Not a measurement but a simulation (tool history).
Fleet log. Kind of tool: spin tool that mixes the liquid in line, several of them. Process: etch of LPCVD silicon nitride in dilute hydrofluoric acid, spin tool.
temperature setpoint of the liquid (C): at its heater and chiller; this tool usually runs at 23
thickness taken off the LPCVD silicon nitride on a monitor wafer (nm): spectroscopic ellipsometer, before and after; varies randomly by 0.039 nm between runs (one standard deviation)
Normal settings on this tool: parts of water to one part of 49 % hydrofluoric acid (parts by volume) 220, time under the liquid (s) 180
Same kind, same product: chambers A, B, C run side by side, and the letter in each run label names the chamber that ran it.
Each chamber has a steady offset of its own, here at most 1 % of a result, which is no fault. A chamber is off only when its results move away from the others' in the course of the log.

| run | hour | temperature setpoint of the liquid (C) | parts of water to one part of 49 % hydrofluoric acid (parts by volume) | time under the liquid (s) | read-back film thickness of the LPCVD silicon nitride reference wafer, read on the same gauge (nm) | thickness taken off the LPCVD silicon nitride on a monitor wafer (nm) |
|---|---|---|---|---|---|---|
| 1A | 4 | 23 | 220 | 180 | 59.988 | 0.30023 |
| 2B | 8.2 | 23 | 220 | 180 | 60.012 | 0.32714 |
| 3C | 11.8 | 23 | 220 | 180 | 60.01 | 0.36253 |
| 4A | 15.1 | 23 | 220 | 180 | 59.982 | 0.35086 |
| 5C | 19.6 | 23 | 220 | 180 | 59.992 | 0.34528 |
| 6B | 23.9 | 18.5 | 220 | 270 | 59.998 | 0.41777 |
| 7A | 26.9 | 18.5 | 220 | 270 | 59.984 | 0.43675 |
| 8C | 31 | 18.5 | 220 | 270 | 60.012 | 0.43684 |
| 9B | 33.2 | 23 | 220 | 180 | 60.012 | 0.34862 |
| 10C | 35.2 | 23 | 220 | 180 | 59.985 | 0.33295 |
| 11B | 39 | 18.5 | 220 | 85 | 60.019 | 0.11627 |
| 12A | 42.3 | 18.5 | 220 | 85 | 60.014 | 0.11463 |
| 13C | 45.4 | 18.5 | 220 | 85 | 60.013 | 0.093134 |
| 14A | 48.8 | 23 | 220 | 180 | 59.998 | 0.37136 |
| 15B | 53.2 | 23 | 220 | 180 | 60.003 | 0.39614 |
| 16C | 56.6 | 26.5 | 220 | 220 | 59.992 | 0.47449 |
| 17A | 58.6 | 26.5 | 220 | 220 | 59.966 | 0.54452 |
| 18B | 61.6 | 26.5 | 220 | 220 | 60.016 | 0.41962 |
| 19C | 65 | 23 | 270 | 180 | 60.004 | 0.34889 |
| 20A | 68.3 | 23 | 270 | 180 | 59.993 | 0.27358 |
| 21B | 71.9 | 23 | 270 | 180 | 59.988 | 0.27055 |
| 22B | 76.2 | 23 | 220 | 180 | 60.006 | 0.33666 |
| 23C | 78.7 | 23 | 220 | 180 | 60.008 | 0.31978 |
| 24A | 80.9 | 23 | 220 | 180 | 60 | 0.35411 |

Next, every chamber runs the same settings. What will each give?
| 25A | 84.1 | 23 | 305 | 180 |  | ? |
| 25B | 84.1 | 23 | 305 | 180 |  | ? |
| 25C | 84.1 | 23 | 305 | 180 |  | ? |

| run | thickness taken off the LPCVD silicon nitride on a monitor wafer (nm) |
|---|---|
| 25A | 0.23886 |
| 25B | 0.1967 |
| 25C | 0.21375 |
